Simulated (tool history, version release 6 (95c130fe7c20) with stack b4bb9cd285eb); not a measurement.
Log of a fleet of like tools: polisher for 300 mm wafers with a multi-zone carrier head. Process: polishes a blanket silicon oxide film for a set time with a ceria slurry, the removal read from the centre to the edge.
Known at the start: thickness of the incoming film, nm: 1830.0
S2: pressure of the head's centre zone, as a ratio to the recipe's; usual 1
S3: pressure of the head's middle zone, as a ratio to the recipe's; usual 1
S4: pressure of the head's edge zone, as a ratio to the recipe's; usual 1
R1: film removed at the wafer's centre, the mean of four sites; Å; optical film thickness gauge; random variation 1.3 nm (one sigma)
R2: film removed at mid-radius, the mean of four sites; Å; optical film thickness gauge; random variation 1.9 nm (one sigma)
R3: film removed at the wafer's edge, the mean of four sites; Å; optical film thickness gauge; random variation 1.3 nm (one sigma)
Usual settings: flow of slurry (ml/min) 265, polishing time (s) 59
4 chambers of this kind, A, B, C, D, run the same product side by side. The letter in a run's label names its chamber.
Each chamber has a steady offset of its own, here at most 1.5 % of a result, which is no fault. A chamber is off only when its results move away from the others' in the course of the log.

{"run": "1A", "hour": 7.4, "flow of slurry (ml/min)": 265, "S2": 1, "S3": 1, "S4": 1, "polishing time (s)": 59, "R1": 1251.2, "R2": 1252.6, "R3": 1269.9}
{"run": "2C", "hour": 11.7, "flow of slurry (ml/min)": 265, "S2": 1, "S3": 1, "S4": 1, "polishing time (s)": 59, "R1": 1259.9, "R2": 1235.3, "R3": 1249.6}
{"run": "3D", "hour": 16.7, "flow of slurry (ml/min)": 265, "S2": 1, "S3": 1, "S4": 1, "polishing time (s)": 59, "R1": 1270.8, "R2": 1268.9, "R3": 1274.7}
{"run": "4B", "hour": 20.4, "flow of slurry (ml/min)": 265, "S2": 1, "S3": 1, "S4": 1, "polishing time (s)": 59, "R1": 1254.7, "R2": 1217.2, "R3": 1271.7}
{"run": "5A", "hour": 25.1, "flow of slurry (ml/min)": 265, "S2": 1, "S3": 1, "S4": 1, "polishing time (s)": 59, "R1": 1271.2, "R2": 1279.1, "R3": 1245.3}
{"hour": 28.5, "done": "chamber A: worn pad replaced by a new one"}
{"run": "6C", "hour": 31.1, "flow of slurry (ml/min)": 265, "S2": 1, "S3": 1, "S4": 1, "polishing time (s)": 59, "R1": 1270.3, "R2": 1230.4, "R3": 1245.5}
{"run": "7B", "hour": 39.0, "flow of slurry (ml/min)": 265, "S2": 1, "S3": 1, "S4": 1, "polishing time (s)": 59, "R1": 1232.8, "R2": 1244.5, "R3": 1244.3}
{"hour": 43.5, "done": "chamber A: slurry nozzle cleaned"}
{"run": "8D", "hour": 46.0, "flow of slurry (ml/min)": 265, "S2": 1, "S3": 1, "S4": 1, "polishing time (s)": 59, "R1": 1253.6, "R2": 1296.9, "R3": 1297.5}
{"run": "9B", "hour": 53.4, "flow of slurry (ml/min)": 265, "S2": 1, "S3": 1, "S4": 1, "polishing time (s)": 59, "R1": 1230.7, "R2": 1270.1, "R3": 1245.3}
{"hour": 60.1, "done": "chamber B: worn pad replaced by a new one"}
{"run": "10D", "hour": 60.2, "flow of slurry (ml/min)": 185, "S2": 1, "S3": 1, "S4": 1, "polishing time (s)": 59, "R1": 1208.6, "R2": 1213.2, "R3": 1207.8}
{"hour": 65.5, "done": "chamber D: worn pad replaced by a new one"}
{"run": "11A", "hour": 68.3, "flow of slurry (ml/min)": 185, "S2": 1, "S3": 1, "S4": 1, "polishing time (s)": 59, "R1": 1203.4, "R2": 1176.8, "R3": 1212.4}
{"run": "12C", "hour": 76.1, "flow of slurry (ml/min)": 185, "S2": 1, "S3": 1, "S4": 1, "polishing time (s)": 59, "R1": 1218.9, "R2": 1200, "R3": 1214.6}
{"run": "13D", "hour": 80.5, "flow of slurry (ml/min)": 185, "S2": 1, "S3": 1, "S4": 1, "polishing time (s)": 59, "R1": 1215.6, "R2": 1186.8, "R3": 1205}
{"hour": 83.8, "done": "chamber A: worn pad replaced by a new one"}
{"run": "14B", "hour": 84.9, "flow of slurry (ml/min)": 265, "S2": 1, "S3": 1, "S4": 1, "polishing time (s)": 59, "R1": 1246.7, "R2": 1260.2, "R3": 1263.7}
{"hour": 89.3, "done": "chamber C: worn pad replaced by a new one"}
{"run": "15A", "hour": 92.8, "flow of slurry (ml/min)": 265, "S2": 1, "S3": 1, "S4": 1, "polishing time (s)": 59, "R1": 1262.2, "R2": 1233.3, "R3": 1230.3}
{"run": "16C", "hour": 99.9, "flow of slurry (ml/min)": 265, "S2": 1, "S3": 1, "S4": 1, "polishing time (s)": 59, "R1": 1280.7, "R2": 1245.5, "R3": 1266.7}
{"hour": 108.1, "done": "chamber A: centre zone pressure recalibrated"}
{"run": "17C", "hour": 108.1, "flow of slurry (ml/min)": 265, "S2": 1, "S3": 1, "S4": 1, "polishing time (s)": 59, "R1": 1246.6, "R2": 1301.8, "R3": 1261}
{"run": "18A", "hour": 112.3, "flow of slurry (ml/min)": 265, "S2": 1, "S3": 1, "S4": 1, "polishing time (s)": 59, "R1": 1249.2, "R2": 1265.8, "R3": 1250}
{"run": "19D", "hour": 119.2, "flow of slurry (ml/min)": 265, "S2": 1, "S3": 1, "S4": 1, "polishing time (s)": 59, "R1": 1288.7, "R2": 1218.8, "R3": 1269.2}
{"run": "20B", "hour": 126.1, "flow of slurry (ml/min)": 265, "S2": 1, "S3": 1, "S4": 1, "polishing time (s)": 59, "R1": 1235.8, "R2": 1237.9, "R3": 1253.5}
{"hour": 129.3, "done": "chamber A: worn pad replaced by a new one"}
{"run": "21B", "hour": 130.9, "flow of slurry (ml/min)": 265, "S2": 1, "S3": 1, "S4": 1, "polishing time (s)": 59, "R1": 1254, "R2": 1280.4, "R3": 1257.7}
{"run": "22C", "hour": 136.3, "flow of slurry (ml/min)": 265, "S2": 1, "S3": 1, "S4": 1, "polishing time (s)": 59, "R1": 1216.1, "R2": 1272.2, "R3": 1254.9}
{"run": "23D", "hour": 141.3, "flow of slurry (ml/min)": 265, "S2": 1, "S3": 1, "S4": 1, "polishing time (s)": 59, "R1": 1268.3, "R2": 1244.2, "R3": 1271.6}
{"run": "24A", "hour": 145.8, "flow of slurry (ml/min)": 265, "S2": 1, "S3": 1, "S4": 1, "polishing time (s)": 59, "R1": 1246.3, "R2": 1254.7, "R3": 1271.9}
{"run": "25B", "hour": 152.7, "flow of slurry (ml/min)": 265, "S2": 1, "S3": 1, "S4": 1, "polishing time (s)": 59, "R1": 1244.9, "R2": 1231.2, "R3": 1238.2}
{"run": "26C", "hour": 156.5, "flow of slurry (ml/min)": 265, "S2": 1, "S3": 1, "S4": 1, "polishing time (s)": 59, "R1": 1192.3, "R2": 1267.4, "R3": 1241.2}
{"run": "27A", "hour": 162.0, "flow of slurry (ml/min)": 265, "S2": 1, "S3": 1, "S4": 1, "polishing time (s)": 59, "R1": 1274.1, "R2": 1226.9, "R3": 1261.4}
{"hour": 162.3, "done": "chamber B: worn pad replaced by a new one"}
{"run": "28D", "hour": 167.1, "flow of slurry (ml/min)": 265, "S2": 1, "S3": 1, "S4": 1, "polishing time (s)": 59, "R1": 1262.2, "R2": 1240.5, "R3": 1275.3}
{"hour": 169.8, "done": "chamber D: worn pad replaced by a new one"}
{"run": "29B", "hour": 172.1, "flow of slurry (ml/min)": 265, "S2": 1, "S3": 1.04, "S4": 1, "polishing time (s)": 59, "R1": 1234.3, "R2": 1286.8, "R3": 1272.7}
{"run": "30D", "hour": 177.7, "flow of slurry (ml/min)": 265, "S2": 1, "S3": 1.04, "S4": 1, "polishing time (s)": 59, "R1": 1264.8, "R2": 1269.9, "R3": 1249.9}
{"hour": 182.8, "done": "chamber A: worn pad replaced by a new one"}
{"run": "31C", "hour": 185.6, "flow of slurry (ml/min)": 265, "S2": 1, "S3": 1.04, "S4": 1, "polishing time (s)": 59, "R1": 1191.6, "R2": 1321.7, "R3": 1252.7}
{"run": "32A", "hour": 189.8, "flow of slurry (ml/min)": 265, "S2": 1, "S3": 1.04, "S4": 1, "polishing time (s)": 59, "R1": 1248.3, "R2": 1295.9, "R3": 1282.7}

What goes on in this fleet: one chamber off, a drifting gauge, or nothing beyond the chambers' own small offsets? Name the chamber and the cause, if any.

Chamber C drifts away from the others.
Cause: centre zone's pressure below its setpoint, % = 6.14.

Here are 4 candidates for chamber C's next run, each the usual settings with a change, their results left as question marks. Which one brings its results back in line with what the others give on the usual settings?
In line means no further than this from the other chambers' mean on the usual settings: R1 44 Å; R2 66 Å; R3 46 Å
{"run": "33C-1", "hour": 195.7, "flow of slurry (ml/min)": 260, "S2": 0.91, "S3": 1.02, "S4": 1.03, "polishing time (s)": 58, "R1": "?", "R2": "?", "R3": "?"}
{"run": "33C-2", "hour": 195.7, "flow of slurry (ml/min)": 270, "S2": 1.04, "S3": 0.99, "S4": 0.99, "polishing time (s)": 60, "R1": "?", "R2": "?", "R3": "?"}
{"run": "33C-3", "hour": 195.7, "flow of slurry (ml/min)": 270, "S2": 1.09, "S3": 0.98, "S4": 0.97, "polishing time (s)": 60, "R1": "?", "R2": "?", "R3": "?"}
{"run": "33C-4", "hour": 195.7, "flow of slurry (ml/min)": 260, "S2": 0.96, "S3": 1.01, "S4": 1.01, "polishing time (s)": 58, "R1": "?", "R2": "?", "R3": "?"}

The other chambers' mean on the usual settings: R1 1254.4 Å; R2 1262 Å; R3 1260.2 Å
run=33C-1 R1=1044.1 R2=1253.4 R3=1253.8
run=33C-2 R1=1260.3 R2=1266.2 R3=1275.2
run=33C-3 R1=1327.6 R2=1254.3 R3=1262.1
run=33C-4 R1=1109 R2=1241.9 R3=1241.2
33C-2 brings the chamber back in line.

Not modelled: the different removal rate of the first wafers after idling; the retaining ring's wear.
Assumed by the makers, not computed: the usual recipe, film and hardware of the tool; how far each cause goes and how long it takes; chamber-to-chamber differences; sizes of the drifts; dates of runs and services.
